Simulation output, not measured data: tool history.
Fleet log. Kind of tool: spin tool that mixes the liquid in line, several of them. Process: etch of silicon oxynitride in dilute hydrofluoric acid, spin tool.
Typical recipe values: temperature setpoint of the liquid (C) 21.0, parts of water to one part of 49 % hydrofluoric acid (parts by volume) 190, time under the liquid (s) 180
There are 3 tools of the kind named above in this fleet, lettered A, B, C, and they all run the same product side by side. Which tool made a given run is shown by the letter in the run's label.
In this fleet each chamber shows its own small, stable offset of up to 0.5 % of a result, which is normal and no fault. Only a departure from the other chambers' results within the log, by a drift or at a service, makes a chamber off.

| run | day | temperature setpoint of the liquid (C) | parts of water to one part of 49 % hydrofluoric acid (parts by volume) | time under the liquid (s) | hours since the thermometer was replaced | hours since the hydrofluoric acid flow meter was replaced | read-back film thickness of the silicon oxynitride reference wafer, read on the same gauge (nm) | thickness taken off the silicon oxynitride on a monitor wafer (Å) |
|---|---|---|---|---|---|---|---|---|
| 1B | 0.467 | 21.0 | 190 | 180 | 2328.7 | 1060.5 | 80.022 | 10.9940 |
| 2A | 0.912 | 21.0 | 190 | 180 | 147.1 | 158.4 | 79.999 | 11.2570 |
| 3C | 1.175 | 21.0 | 190 | 180 | 689.2 | 902.7 | 80.005 | 11.5510 |
| 4B | 1.542 | 21.0 | 190 | 180 | 2354.5 | 1086.3 | 79.984 | 11.0260 |
| 5A | 1.800 | 21.0 | 275 | 140 | 168.4 | 179.7 | 80.011 | 5.6246 |
| 6C | 2.092 | 21.0 | 275 | 140 | 711.2 | 924.7 | 80.035 | 5.6831 |
| 7C | 2.338 | 21.0 | 275 | 140 | 717.1 | 930.6 | 80.006 | 5.6379 |
| 8A | 2.758 | 21.0 | 190 | 180 | 191.4 | 202.7 | 80.010 | 11.1110 |
| 9B | 3.158 | 21.0 | 190 | 180 | 2393.3 | 1125.1 | 79.992 | 11.1250 |
| 10A | 3.575 | 21.0 | 190 | 180 | 211.0 | 222.3 | 80.005 | 10.8780 |
| 11B | 3.971 | 21.0 | 140 | 180 | 2412.8 | 1144.6 | 79.991 | 15.5310 |
| 12C | 4.175 | 21.0 | 140 | 180 | 761.2 | 974.7 | 79.999 | 15.4200 |
| 13A | 4.604 | 21.0 | 140 | 180 | 235.7 | 247.0 | 79.999 | 15.7080 |
| 14B | 5.000 | 21.0 | 190 | 180 | 2437.5 | 1169.3 | 80.006 | 10.9740 |
| 15C | 5.300 | 21.0 | 190 | 180 | 788.2 | 1001.7 | 79.988 | 10.7800 |
| 16C | 5.725 | 18.5 | 190 | 135 | 798.4 | 1011.9 | 80.009 | 7.0548 |
| 17A | 6.133 | 18.5 | 190 | 135 | 272.4 | 283.7 | 80.019 | 7.6943 |
| 18B | 6.567 | 18.5 | 190 | 135 | 2475.1 | 1206.9 | 80.022 | 7.4949 |
| 19C | 7.012 | 21.0 | 190 | 180 | 829.3 | 1042.8 | 79.986 | 10.8790 |
| 20B | 7.246 | 21.0 | 190 | 180 | 2491.4 | 1223.2 | 80.012 | 10.9660 |
| 21A | 7.712 | 21.0 | 190 | 180 | 310.3 | 321.6 | 80.013 | 10.8130 |
| 22C | 7.942 | 21.0 | 190 | 180 | 851.6 | 1065.1 | 80.010 | 10.2860 |
| 23A | 8.196 | 21.0 | 190 | 180 | 321.9 | 333.2 | 80.001 | 11.0790 |
| 24B | 8.475 | 21.0 | 190 | 180 | 2520.9 | 1252.7 | 79.968 | 11.2330 |
| 25C | 8.783 | 21.0 | 190 | 180 | 871.8 | 1085.3 | 80.008 | 10.3980 |
| 26B | 8.988 | 21.0 | 190 | 180 | 2533.2 | 1265.0 | 80.002 | 10.7400 |
| 27A | 9.404 | 21.0 | 190 | 180 | 350.9 | 362.2 | 79.994 | 11.2410 |
| 28B | 9.746 | 21.0 | 190 | 180 | 2551.4 | 1283.2 | 79.992 | 11.0710 |
| 29A | 10.200 | 21.0 | 190 | 180 | 370.0 | 381.3 | 80.001 | 11.2350 |
| 30C | 10.558 | 21.0 | 190 | 180 | 914.4 | 1127.9 | 79.981 | 10.3040 |
| 31C | 10.925 | 21.0 | 190 | 180 | 923.2 | 1136.7 | 80.000 | 9.9712 |
| 32A | 11.371 | 21.0 | 190 | 180 | 398.1 | 409.4 | 79.991 | 11.2860 |
| 33B | 11.621 | 21.0 | 190 | 180 | 2596.4 | 1328.2 | 80.008 | 10.3490 |
| 34A | 11.912 | 21.0 | 190 | 180 | 411.1 | 422.4 | 79.994 | 11.0740 |
| 35C | 12.200 | 21.0 | 245 | 180 | 953.8 | 1167.3 | 80.009 | 7.3581 |
| 36B | 12.596 | 21.0 | 245 | 180 | 2619.8 | 1351.6 | 80.000 | 8.2059 |

Is one chamber out of step, is the gauge drifting, or do the chambers differ by no more than their own small offsets? For an off chamber, give its letter and the likeliest cause.

It is chamber C that slowly wanders off from its peers.
Most likely cause: hydrofluoric acid flow below the setpoint (%) = 10.7.
The log may not separate it from: liquid colder than its thermometer reads (K).

Chamber C could run next with any of the 4 candidate recipes listed below; each alters the usual settings, and their results appear as question marks. Which one brings its results back in line with what the other chambers deliver on the usual settings?
In line means no further than this from the other chambers' mean on the usual settings: thickness taken off the silicon oxynitride on a monitor wafer (Å) 0.8000
| 37C-1 | 12.933 | 21.0 | 200 | 170 |  |  |  | ? |
| 37C-2 | 12.933 | 21.0 | 170 | 180 |  |  |  | ? |
| 37C-3 | 12.933 | 22.0 | 155 | 180 |  |  |  | ? |
| 37C-4 | 12.933 | 21.0 | 190 | 140 |  |  |  | ? |

Other chambers, usual settings, mean: thickness taken off the silicon oxynitride on a monitor wafer (Å) 10.9460
| run | thickness taken off the silicon oxynitride on a monitor wafer (Å) |
|---|---|
| 37C-1 | 8.5707 |
| 37C-2 | 10.8880 |
| 37C-3 | 12.6380 |
| 37C-4 | 7.4786 |
With 37C-2, the chamber falls back in line with the rest.
